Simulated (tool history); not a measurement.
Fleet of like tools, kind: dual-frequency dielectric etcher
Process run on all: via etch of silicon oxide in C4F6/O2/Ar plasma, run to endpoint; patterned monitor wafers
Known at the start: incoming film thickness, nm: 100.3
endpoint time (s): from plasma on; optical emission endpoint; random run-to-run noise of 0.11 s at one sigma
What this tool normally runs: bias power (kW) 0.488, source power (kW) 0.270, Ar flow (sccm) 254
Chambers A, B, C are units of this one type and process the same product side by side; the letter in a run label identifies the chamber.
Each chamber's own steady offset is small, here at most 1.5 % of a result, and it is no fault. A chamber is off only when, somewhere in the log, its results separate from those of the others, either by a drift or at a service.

run	day	bias power (kW)	source power (kW)	Ar flow (sccm)	hours since the last wet clean	hours since the last bias power generator calibration	hours since the last source power generator calibration	hours since the last Ar flow controller change	endpoint time (s)
1C	0.158	0.488	0.270	254	275.2	1289.5	1482.4	1098.6	25.386
2B	0.242	0.488	0.270	254	443.0	1214.1	1487.6	2524.6	25.228
3A	0.358	0.488	0.270	254	210.8	1334.0	1016.7	797.5	25.307
4A	0.467	0.488	0.270	254	213.4	1336.6	1019.3	800.1	25.566
5C	0.629	0.488	0.270	254	286.5	1300.8	1493.7	1109.9	25.711
6B	0.758	0.488	0.270	254	455.4	1226.5	1500.0	2537.0	25.170
7C	0.862	0.488	0.270	254	292.1	1306.4	1499.3	1115.5	25.544
8B	0.971	0.488	0.270	254	460.5	1231.6	1505.1	2542.1	25.129
9A	1.138	0.488	0.270	254	229.5	1352.7	1035.4	816.2	25.384
10B	1.300	0.488	0.270	254	468.4	1239.5	1513.0	2550.0	25.323
11C	1.375	0.405	0.310	254	304.4	1318.7	1511.6	1127.8	26.256
12A	1.496	0.405	0.310	254	238.1	1361.3	1044.0	824.8	26.143
# day 1.625: chamber B: wet clean of the chamber
13C	1.638	0.405	0.310	254	310.7	1325.0	1517.9	1134.1	25.978
14A	1.788	0.488	0.270	254	245.1	1368.3	1051.0	831.8	25.738
15B	1.904	0.488	0.270	254	6.7	1254.0	1527.5	2564.5	25.418
16A	1.992	0.488	0.270	254	250.0	1373.2	1055.9	836.7	25.480
17C	2.096	0.488	0.270	254	321.7	1336.0	1528.9	1145.1	25.545
18B	2.225	0.488	0.270	254	14.4	1261.7	1535.2	2572.2	25.172
19A	2.304	0.488	0.270	254	257.5	1380.7	1063.4	844.2	25.490
20B	2.442	0.488	0.270	254	19.6	1266.9	1540.4	2577.4	25.338
21C	2.617	0.488	0.270	254	334.2	1348.5	1541.4	1157.6	25.857
22B	2.708	0.488	0.270	254	26.0	1273.3	1546.8	2583.8	25.363
23C	2.867	0.373	0.270	254	340.2	1354.5	1547.4	1163.6	28.793
24A	2.946	0.373	0.270	254	272.9	1396.1	1078.8	859.6	28.384
25C	3.042	0.373	0.270	254	344.4	1358.7	1551.6	1167.8	28.788
26B	3.154	0.488	0.270	254	36.7	1284.0	1557.5	2594.5	25.224
27A	3.271	0.488	0.270	254	280.7	1403.9	1086.6	867.4	25.477
28B	3.346	0.488	0.270	254	41.3	1288.6	1562.1	2599.1	25.416
29A	3.500	0.601	0.270	254	286.2	1409.4	1092.1	872.9	23.472
30C	3.667	0.601	0.270	254	359.4	1373.7	1566.6	1182.8	24.264
31C	3.796	0.601	0.270	254	362.5	1376.8	1569.7	1185.9	24.531
32B	3.917	0.488	0.270	254	55.0	1302.3	1575.8	2612.8	25.335
33A	4.079	0.488	0.270	254	300.1	1423.3	1106.0	886.8	25.501
34C	4.250	0.488	0.270	254	373.4	1387.7	1580.6	1196.8	26.458
# day 4.296: chamber B: Ar flow controller replaced
35A	4.412	0.488	0.270	254	308.1	1431.3	1114.0	894.8	25.577
36B	4.512	0.488	0.200	254	69.3	1316.6	1590.1	5.2	28.213

All chambers now run identical settings, listed one chamber a line with results as question marks. What results will each chamber show?
37A	4.638	0.488	0.270	254					?
37B	4.638	0.488	0.270	254					?
37C	4.638	0.488	0.270	254					?

run	endpoint time (s)
37A	25.425
37B	25.418
37C	26.908
